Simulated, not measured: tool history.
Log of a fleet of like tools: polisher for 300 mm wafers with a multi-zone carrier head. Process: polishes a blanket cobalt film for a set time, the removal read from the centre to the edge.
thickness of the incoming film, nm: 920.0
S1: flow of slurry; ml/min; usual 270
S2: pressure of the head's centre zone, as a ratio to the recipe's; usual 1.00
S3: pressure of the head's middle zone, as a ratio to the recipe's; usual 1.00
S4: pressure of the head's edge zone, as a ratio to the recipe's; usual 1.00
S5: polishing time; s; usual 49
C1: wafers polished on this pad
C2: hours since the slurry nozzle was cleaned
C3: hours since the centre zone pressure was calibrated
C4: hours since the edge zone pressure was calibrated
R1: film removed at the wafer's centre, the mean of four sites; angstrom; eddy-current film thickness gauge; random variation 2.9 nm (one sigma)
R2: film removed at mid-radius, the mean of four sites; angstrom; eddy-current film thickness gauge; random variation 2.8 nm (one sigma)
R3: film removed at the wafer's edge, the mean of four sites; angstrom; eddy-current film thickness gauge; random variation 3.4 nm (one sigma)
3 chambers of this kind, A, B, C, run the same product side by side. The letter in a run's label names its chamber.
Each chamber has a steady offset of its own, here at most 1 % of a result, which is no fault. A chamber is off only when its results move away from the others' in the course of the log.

run	hour	S1	S2	S3	S4	S5	C1	C2	C3	C4	R1	R2	R3
1C	3.9	270	1.00	1.00	1.00	49	1107	145.1	492.8	593.5	2486.3	2493.2	2480.2
# hour 6.3: chamber C: worn pad replaced by a new one
2B	12.0	270	1.00	1.00	1.00	49	763	501.0	788.0	115.6	2445.5	2492.5	2522.9
# hour 19.0: chamber A: centre zone pressure recalibrated
3A	20.0	270	1.00	1.00	1.00	49	801	69.7	1.0	970.3	2497.5	2401.5	2521.3
4A	28.9	270	1.00	1.00	1.00	49	912	78.6	9.9	979.2	2513.0	2499.5	2442.6
# hour 33.5: chamber A: worn pad replaced by a new one
# hour 35.4: chamber B: worn pad replaced by a new one
5B	37.7	270	1.00	1.00	1.00	49	29	526.7	813.7	141.3	2455.6	2467.8	2421.6
6C	42.7	270	1.00	1.00	1.00	49	457	183.9	531.6	632.3	2509.0	2504.1	2496.2
7A	47.1	270	1.00	1.00	1.00	49	171	96.8	28.1	997.4	2508.0	2499.1	2438.3
8B	53.3	270	1.00	1.00	1.00	49	225	542.3	829.3	156.9	2474.1	2444.4	2502.8
9C	60.5	190	1.00	1.00	1.00	49	681	201.7	549.4	650.1	2367.9	2362.7	2380.3
10B	64.6	190	1.00	1.00	1.00	49	367	553.6	840.6	168.2	2347.2	2378.4	2407.4
11C	69.2	190	1.00	1.00	1.00	49	790	210.4	558.1	658.8	2355.0	2389.4	2459.5
12A	73.2	270	1.00	1.00	1.00	49	499	122.9	54.2	1023.5	2512.5	2497.2	2511.0
13C	78.1	270	1.00	1.00	1.00	49	902	219.3	567.0	667.7	2457.4	2501.1	2499.8
14A	82.5	270	1.00	1.00	1.00	49	616	132.2	63.5	1032.8	2504.0	2465.4	2443.5
15B	86.8	270	1.00	1.00	1.00	49	646	575.8	862.8	190.4	2449.5	2498.9	2412.9
# hour 91.7: chamber C: worn pad replaced by a new one
# hour 94.1: chamber B: centre zone pressure recalibrated
16B	94.6	270	1.00	1.00	1.00	49	744	583.6	0.6	198.2	2280.5	2498.8	2452.5
# hour 98.5: chamber A: worn pad replaced by a new one
17A	98.5	350	1.00	0.95	1.00	49	0	148.2	79.5	1048.8	2522.6	2388.1	2513.7
18C	105.9	350	1.00	0.95	1.00	49	178	247.1	594.8	695.5	2606.4	2395.4	2507.1
19C	113.7	350	1.00	0.95	1.00	49	276	254.9	602.6	703.3	2602.8	2416.6	2510.6
20A	119.9	270	1.00	1.00	1.00	49	269	169.6	100.9	1070.2	2472.7	2487.2	2468.0
21B	128.1	270	1.00	1.00	1.08	64	1165	617.1	34.1	231.7	2972.6	3252.6	3379.8
22C	133.5	270	1.00	1.00	1.08	64	525	274.7	622.4	723.1	3287.3	3195.8	3330.7
# hour 134.6: chamber B: worn pad replaced by a new one
23B	138.9	270	1.00	1.00	1.08	64	54	627.9	44.9	242.5	2926.0	3194.3	3387.1
24A	146.7	270	1.00	1.00	1.00	49	606	196.4	127.7	1097.0	2472.3	2469.1	2532.4
25C	154.7	270	1.00	1.00	1.00	49	792	295.9	643.6	744.3	2468.8	2443.4	2510.5
# hour 158.1: chamber B: slurry nozzle cleaned
26B	159.4	270	1.00	1.00	1.00	49	312	1.4	65.4	263.0	2298.4	2465.1	2486.4
# hour 160.8: chamber A: edge zone pressure recalibrated
# hour 165.7: chamber A: worn pad replaced by a new one
27A	167.1	270	1.06	1.00	1.00	49	18	216.8	148.1	6.4	2611.1	2442.8	2388.9
28A	172.3	270	1.06	1.00	1.00	49	83	222.0	153.3	11.6	2637.3	2467.6	2513.0
# hour 178.9: chamber C: worn pad replaced by a new one
29C	181.1	270	1.06	1.00	1.00	49	28	322.3	670.0	770.7	2644.5	2513.2	2485.7
30B	187.4	270	1.00	1.00	1.00	49	664	29.4	93.4	291.0	2269.2	2482.5	2439.3
31C	194.2	270	1.00	1.00	1.00	35	192	335.4	683.1	783.8	1771.8	1786.7	1777.9
32A	201.7	270	1.00	1.00	1.00	35	453	251.4	182.7	41.0	1744.1	1751.2	1780.5
33B	208.8	270	1.00	1.00	1.00	35	933	50.8	114.8	312.4	1613.0	1768.1	1750.8
34C	213.3	270	1.00	1.00	1.00	49	432	354.5	702.2	802.9	2525.5	2466.2	2511.4

All 3 chambers run these settings next. Forecast each chamber's results:
35A	219.7	270	1.00	1.00	1.00	49					?	?	?
35B	219.7	270	1.00	1.00	1.00	49					?	?	?
35C	219.7	270	1.00	1.00	1.00	49					?	?	?

run	R1	R2	R3
35A	2504.2	2505.5	2451.5
35B	2245.2	2474.3	2442.6
35C	2498.2	2455.7	2462.0
